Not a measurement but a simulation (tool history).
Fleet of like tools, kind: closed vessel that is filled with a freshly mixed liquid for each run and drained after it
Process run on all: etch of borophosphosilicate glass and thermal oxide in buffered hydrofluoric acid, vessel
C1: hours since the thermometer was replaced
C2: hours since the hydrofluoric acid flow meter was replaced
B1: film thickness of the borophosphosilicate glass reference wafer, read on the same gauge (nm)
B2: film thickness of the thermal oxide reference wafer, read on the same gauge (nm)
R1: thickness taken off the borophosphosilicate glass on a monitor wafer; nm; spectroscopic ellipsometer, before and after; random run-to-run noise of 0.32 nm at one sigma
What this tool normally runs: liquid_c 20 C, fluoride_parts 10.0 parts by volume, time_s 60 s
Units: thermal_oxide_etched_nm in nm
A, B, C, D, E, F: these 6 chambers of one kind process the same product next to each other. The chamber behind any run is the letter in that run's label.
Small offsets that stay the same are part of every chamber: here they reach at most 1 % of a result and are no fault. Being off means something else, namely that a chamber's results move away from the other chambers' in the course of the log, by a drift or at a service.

{"run": "1B", "hour": 2.8, "liquid_c": 20, "fluoride_parts": 10.0, "time_s": 60, "C1": 407.1, "C2": 861.7, "B1": 40.017, "B2": 79.982, "R1": 73.357, "thermal_oxide_etched_nm": 55.543}
{"run": "2E", "hour": 6.4, "liquid_c": 20, "fluoride_parts": 10.0, "time_s": 60, "C1": 741.2, "C2": 1899.3, "B1": 40.034, "B2": 79.959, "R1": 72.994, "thermal_oxide_etched_nm": 55.521}
{"run": "3F", "hour": 11.5, "liquid_c": 20, "fluoride_parts": 10.0, "time_s": 60, "C1": 2828.1, "C2": 978.0, "B1": 39.984, "B2": 79.985, "R1": 72.906, "thermal_oxide_etched_nm": 55.614}
{"run": "4A", "hour": 17.1, "liquid_c": 20, "fluoride_parts": 10.0, "time_s": 60, "C1": 1350.2, "C2": 568.6, "B1": 39.983, "B2": 79.963, "R1": 72.701, "thermal_oxide_etched_nm": 55.187}
{"run": "5D", "hour": 21.0, "liquid_c": 20, "fluoride_parts": 10.0, "time_s": 60, "C1": 838.1, "C2": 827.0, "B1": 40.026, "B2": 79.983, "R1": 72.164, "thermal_oxide_etched_nm": 55.333}
{"run": "6C", "hour": 25.0, "liquid_c": 20, "fluoride_parts": 10.0, "time_s": 60, "C1": 995.3, "C2": 1163.8, "B1": 40.001, "B2": 79.975, "R1": 72.612, "thermal_oxide_etched_nm": 55.627}
{"run": "7A", "hour": 29.3, "liquid_c": 20, "fluoride_parts": 10.0, "time_s": 60, "C1": 1362.4, "C2": 580.8, "B1": 39.999, "B2": 80.04, "R1": 72.556, "thermal_oxide_etched_nm": 55.236}
{"run": "8D", "hour": 32.8, "liquid_c": 20, "fluoride_parts": 10.0, "time_s": 70, "C1": 849.9, "C2": 838.8, "B1": 40.016, "B2": 79.985, "R1": 85.013, "thermal_oxide_etched_nm": 64.73}
{"run": "9F", "hour": 38.5, "liquid_c": 20, "fluoride_parts": 10.0, "time_s": 70, "C1": 2855.1, "C2": 1005.0, "B1": 40.004, "B2": 80.011, "R1": 85.13, "thermal_oxide_etched_nm": 64.616}
{"run": "10E", "hour": 44.4, "liquid_c": 20, "fluoride_parts": 10.0, "time_s": 70, "C1": 779.2, "C2": 1937.3, "B1": 40.012, "B2": 80.008, "R1": 85.041, "thermal_oxide_etched_nm": 64.316}
{"run": "11C", "hour": 48.4, "liquid_c": 20, "fluoride_parts": 10.0, "time_s": 70, "C1": 1018.7, "C2": 1187.2, "B1": 39.995, "B2": 80.007, "R1": 85.154, "thermal_oxide_etched_nm": 64.082}
{"run": "12B", "hour": 54.0, "liquid_c": 20, "fluoride_parts": 10.0, "time_s": 70, "C1": 458.3, "C2": 912.9, "B1": 40.045, "B2": 80.001, "R1": 86.009, "thermal_oxide_etched_nm": 64.733}
{"run": "13E", "hour": 58.6, "liquid_c": 20, "fluoride_parts": 10.0, "time_s": 70, "C1": 793.4, "C2": 1951.5, "B1": 39.963, "B2": 80.004, "R1": 84.45, "thermal_oxide_etched_nm": 65.215}
{"run": "14D", "hour": 63.3, "liquid_c": 20, "fluoride_parts": 10.0, "time_s": 60, "C1": 880.4, "C2": 869.3, "B1": 39.98, "B2": 79.982, "R1": 72.499, "thermal_oxide_etched_nm": 55.38}
{"run": "15F", "hour": 66.8, "liquid_c": 20, "fluoride_parts": 10.0, "time_s": 60, "C1": 2883.4, "C2": 1033.3, "B1": 39.99, "B2": 80.026, "R1": 72.864, "thermal_oxide_etched_nm": 55.451}
{"run": "16B", "hour": 69.8, "liquid_c": 20, "fluoride_parts": 10.0, "time_s": 60, "C1": 474.1, "C2": 928.7, "B1": 39.99, "B2": 80.029, "R1": 73.817, "thermal_oxide_etched_nm": 55.288}
{"run": "17C", "hour": 74.8, "liquid_c": 20, "fluoride_parts": 10.0, "time_s": 60, "C1": 1045.1, "C2": 1213.6, "B1": 40.017, "B2": 79.992, "R1": 71.96, "thermal_oxide_etched_nm": 55.078}
{"run": "18A", "hour": 79.8, "liquid_c": 20, "fluoride_parts": 10.0, "time_s": 60, "C1": 1412.9, "C2": 631.3, "B1": 39.997, "B2": 80.005, "R1": 72.742, "thermal_oxide_etched_nm": 55.367}
{"run": "19C", "hour": 84.3, "liquid_c": 20, "fluoride_parts": 10.0, "time_s": 60, "C1": 1054.6, "C2": 1223.1, "B1": 40.0, "B2": 79.978, "R1": 72.418, "thermal_oxide_etched_nm": 55.947}
{"run": "20A", "hour": 88.1, "liquid_c": 20, "fluoride_parts": 10.0, "time_s": 60, "C1": 1421.2, "C2": 639.6, "B1": 40.0, "B2": 80.038, "R1": 73.328, "thermal_oxide_etched_nm": 55.014}
{"run": "21E", "hour": 93.9, "liquid_c": 20, "fluoride_parts": 10.0, "time_s": 60, "C1": 828.7, "C2": 1986.8, "B1": 40.002, "B2": 80.005, "R1": 73.001, "thermal_oxide_etched_nm": 55.514}
{"run": "22D", "hour": 96.9, "liquid_c": 20, "fluoride_parts": 10.0, "time_s": 60, "C1": 914.0, "C2": 902.9, "B1": 39.99, "B2": 80.001, "R1": 72.359, "thermal_oxide_etched_nm": 55.082}
{"run": "23F", "hour": 100.9, "liquid_c": 20, "fluoride_parts": 8.0, "time_s": 85, "C1": 2917.5, "C2": 1067.4, "B1": 40.046, "B2": 80.008, "R1": 126.93, "thermal_oxide_etched_nm": 95.372}
{"run": "24B", "hour": 105.3, "liquid_c": 20, "fluoride_parts": 8.0, "time_s": 85, "C1": 509.6, "C2": 964.2, "B1": 39.974, "B2": 80.001, "R1": 125.83, "thermal_oxide_etched_nm": 94.854}
{"run": "25A", "hour": 108.1, "liquid_c": 20, "fluoride_parts": 8.0, "time_s": 85, "C1": 1441.2, "C2": 659.6, "B1": 39.992, "B2": 80.007, "R1": 125.34, "thermal_oxide_etched_nm": 93.926}
{"run": "26E", "hour": 111.2, "liquid_c": 20, "fluoride_parts": 8.0, "time_s": 85, "C1": 846.0, "C2": 2004.1, "B1": 39.991, "B2": 80.006, "R1": 125.83, "thermal_oxide_etched_nm": 95.756}
{"run": "27D", "hour": 115.9, "liquid_c": 20, "fluoride_parts": 8.0, "time_s": 85, "C1": 933.0, "C2": 921.9, "B1": 39.996, "B2": 79.99, "R1": 124.61, "thermal_oxide_etched_nm": 96.501}
{"run": "28B", "hour": 121.5, "liquid_c": 20, "fluoride_parts": 8.0, "time_s": 85, "C1": 525.8, "C2": 980.4, "B1": 39.973, "B2": 79.993, "R1": 126.69, "thermal_oxide_etched_nm": 94.452}
{"run": "29F", "hour": 124.3, "liquid_c": 20, "fluoride_parts": 10.0, "time_s": 60, "C1": 2940.9, "C2": 1090.8, "B1": 40.038, "B2": 79.968, "R1": 72.891, "thermal_oxide_etched_nm": 55.053}
{"hour": 124.6, "done": "chamber C: hydrofluoric acid flow meter replaced"}
{"run": "30C", "hour": 126.9, "liquid_c": 20, "fluoride_parts": 10.0, "time_s": 60, "C1": 1097.2, "C2": 2.4, "B1": 40.026, "B2": 80.003, "R1": 72.344, "thermal_oxide_etched_nm": 55.492}
{"run": "31B", "hour": 129.5, "liquid_c": 20, "fluoride_parts": 10.0, "time_s": 60, "C1": 533.8, "C2": 988.4, "B1": 40.009, "B2": 79.995, "R1": 73.237, "thermal_oxide_etched_nm": 55.738}
{"run": "32E", "hour": 135.5, "liquid_c": 20, "fluoride_parts": 10.0, "time_s": 60, "C1": 870.3, "C2": 2028.4, "B1": 40.004, "B2": 80.005, "R1": 73.121, "thermal_oxide_etched_nm": 55.716}
{"run": "33A", "hour": 138.3, "liquid_c": 20, "fluoride_parts": 10.0, "time_s": 60, "C1": 1471.4, "C2": 689.8, "B1": 39.978, "B2": 79.966, "R1": 73.238, "thermal_oxide_etched_nm": 55.158}
{"run": "34F", "hour": 142.4, "liquid_c": 20, "fluoride_parts": 7.5, "time_s": 60, "C1": 2959.0, "C2": 1108.9, "B1": 40.007, "B2": 80.028, "R1": 95.465, "thermal_oxide_etched_nm": 71.79}
{"run": "35D", "hour": 147.5, "liquid_c": 20, "fluoride_parts": 7.5, "time_s": 60, "C1": 964.6, "C2": 953.5, "B1": 40.006, "B2": 79.998, "R1": 94.483, "thermal_oxide_etched_nm": 71.584}
{"run": "36C", "hour": 151.9, "liquid_c": 20, "fluoride_parts": 7.5, "time_s": 60, "C1": 1122.2, "C2": 27.4, "B1": 39.994, "B2": 80.009, "R1": 95.713, "thermal_oxide_etched_nm": 72.539}
{"run": "37F", "hour": 155.4, "liquid_c": 20, "fluoride_parts": 7.5, "time_s": 60, "C1": 2972.0, "C2": 1121.9, "B1": 39.98, "B2": 80.012, "R1": 95.254, "thermal_oxide_etched_nm": 71.879}
{"run": "38D", "hour": 160.8, "liquid_c": 20, "fluoride_parts": 7.5, "time_s": 60, "C1": 977.9, "C2": 966.8, "B1": 39.997, "B2": 80.003, "R1": 93.973, "thermal_oxide_etched_nm": 71.711}
{"run": "39A", "hour": 166.7, "liquid_c": 20, "fluoride_parts": 7.5, "time_s": 60, "C1": 1499.8, "C2": 718.2, "B1": 39.976, "B2": 79.998, "R1": 95.541, "thermal_oxide_etched_nm": 72.16}

Each of the 6 chambers runs these same settings next. Fill in every chamber's results:
{"run": "40A", "hour": 170.9, "liquid_c": 20, "fluoride_parts": 10.0, "time_s": 30, "R1": "?", "thermal_oxide_etched_nm": "?"}
{"run": "40B", "hour": 170.9, "liquid_c": 20, "fluoride_parts": 10.0, "time_s": 30, "R1": "?", "thermal_oxide_etched_nm": "?"}
{"run": "40C", "hour": 170.9, "liquid_c": 20, "fluoride_parts": 10.0, "time_s": 30, "R1": "?", "thermal_oxide_etched_nm": "?"}
{"run": "40D", "hour": 170.9, "liquid_c": 20, "fluoride_parts": 10.0, "time_s": 30, "R1": "?", "thermal_oxide_etched_nm": "?"}
{"run": "40E", "hour": 170.9, "liquid_c": 20, "fluoride_parts": 10.0, "time_s": 30, "R1": "?", "thermal_oxide_etched_nm": "?"}
{"run": "40F", "hour": 170.9, "liquid_c": 20, "fluoride_parts": 10.0, "time_s": 30, "R1": "?", "thermal_oxide_etched_nm": "?"}

run=40A R1=36.344 thermal_oxide_etched_nm=27.949
run=40B R1=36.814 thermal_oxide_etched_nm=27.644
run=40C R1=36.332 thermal_oxide_etched_nm=27.540
run=40D R1=36.433 thermal_oxide_etched_nm=27.299
run=40E R1=36.394 thermal_oxide_etched_nm=27.720
run=40F R1=36.147 thermal_oxide_etched_nm=27.584
